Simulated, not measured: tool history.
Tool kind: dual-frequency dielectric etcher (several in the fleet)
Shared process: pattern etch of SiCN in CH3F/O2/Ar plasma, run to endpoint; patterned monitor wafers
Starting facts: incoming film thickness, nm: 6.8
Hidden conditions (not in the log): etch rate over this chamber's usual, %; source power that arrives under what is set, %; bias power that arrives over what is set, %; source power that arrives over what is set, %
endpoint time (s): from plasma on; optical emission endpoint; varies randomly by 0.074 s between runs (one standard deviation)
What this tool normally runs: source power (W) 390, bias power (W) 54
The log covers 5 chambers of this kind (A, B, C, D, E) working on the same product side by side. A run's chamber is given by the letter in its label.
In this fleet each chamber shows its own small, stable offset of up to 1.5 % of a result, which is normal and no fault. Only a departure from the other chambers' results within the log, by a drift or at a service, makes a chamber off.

run,hour,source power (W),bias power (W),hours since the last wet clean,hours since the last source power generator calibration,hours since the last bias power generator calibration,endpoint time (s)
1E,2.4,390,54,355.3,3417.0,2378.1,20.054
2A,6.9,390,54,397.4,3490.3,1728.9,20.412
3B,10.7,390,54,279.8,2572.1,1287.6,20.194
4C,13.2,390,54,203.7,3339.2,1580.2,20.205
5D,17.4,390,54,107.0,4011.6,1190.4,20.479
6C,21.1,390,54,211.6,3347.1,1588.1,20.285
7B,25.0,390,54,294.1,2586.4,1301.9,20.177
8D,27.2,390,54,116.8,4021.4,1200.2,20.364
9A,29.9,390,54,420.4,3513.3,1751.9,20.369
10E,32.0,390,54,384.9,3446.6,2407.7,20.132
11D,35.2,390,54,124.8,4029.4,1208.2,20.356
12A,38.4,390,54,428.9,3521.8,1760.4,20.419
13C,41.6,470,47,232.1,3367.6,1608.6,19.628
14E,45.7,470,47,398.6,3460.3,2421.4,19.570
15B,50.0,470,47,319.1,2611.4,1326.9,19.565
16C,52.8,470,47,243.3,3378.8,1619.8,19.579
17B,55.5,470,47,324.6,2616.9,1332.4,19.799
# hour 58.0: chamber A: source power generator calibrated
18D,58.5,390,54,148.1,4052.7,1231.5,20.409
19E,63.1,390,54,416.0,3477.7,2438.8,20.156
20A,66.1,390,54,456.6,8.2,1788.1,20.451
21A,69.2,390,54,459.7,11.3,1791.2,20.489
22D,73.8,390,54,163.4,4068.0,1246.8,20.361
23C,76.2,390,54,266.7,3402.2,1643.2,19.896
24B,80.0,390,54,349.1,2641.4,1356.9,20.137
# hour 82.8: chamber E: wet clean of the chamber
25E,84.1,480,59,1.3,3498.7,2459.8,18.035
26B,86.9,480,59,356.0,2648.3,1363.8,18.053
27E,90.3,480,59,7.5,3504.9,2466.0,18.013
28C,94.8,480,59,285.3,3420.8,1661.8,17.927
29A,97.4,480,59,487.9,39.5,1819.4,18.339
30D,101.0,390,54,190.6,4095.2,1274.0,20.423
31E,104.4,390,54,21.6,3519.0,2480.1,20.081
32C,108.1,390,54,298.6,3434.1,1675.1,19.755
33A,112.1,390,54,502.6,54.2,1834.1,20.477
34D,114.2,320,64,203.8,4108.4,1287.2,20.770
35B,116.6,320,64,385.7,2678.0,1393.5,20.485
# hour 119.0: chamber E: bias power generator calibrated
36D,120.0,320,64,209.6,4114.2,1293.0,20.730
37E,123.0,320,64,40.2,3537.6,4.0,20.374
38A,126.1,320,64,516.6,68.2,1848.1,20.750

Decide between three cases: one chamber stands off from its peers, the gauge reading all wafers drifts, or nothing is wrong past each chamber's small offset. Where a chamber is off, say which and what most likely put it there.

One chamber, C, drifts off from the rest bit by bit.
Most likely cause: etch rate over this chamber's usual, % = 2.92.

Here are 4 candidates for chamber C's next run, each the usual settings with a change, their results left as question marks. Which one brings its results back in line with what the others give on the usual settings?
Allowed miss from the other chambers' usual-settings mean, per result, to count as in line: endpoint time (s) 0.260
39C-1,129.7,390,53,,,,?
39C-2,129.7,390,49,,,,?
39C-3,129.7,390,55,,,,?
39C-4,129.7,420,54,,,,?

Average result of the remaining chambers running the usual settings: endpoint time (s) 20.263
run,endpoint time (s)
39C-1,19.757
39C-2,20.266
39C-3,19.517
39C-4,19.077
39C-2 puts the chamber back in line with the other chambers.

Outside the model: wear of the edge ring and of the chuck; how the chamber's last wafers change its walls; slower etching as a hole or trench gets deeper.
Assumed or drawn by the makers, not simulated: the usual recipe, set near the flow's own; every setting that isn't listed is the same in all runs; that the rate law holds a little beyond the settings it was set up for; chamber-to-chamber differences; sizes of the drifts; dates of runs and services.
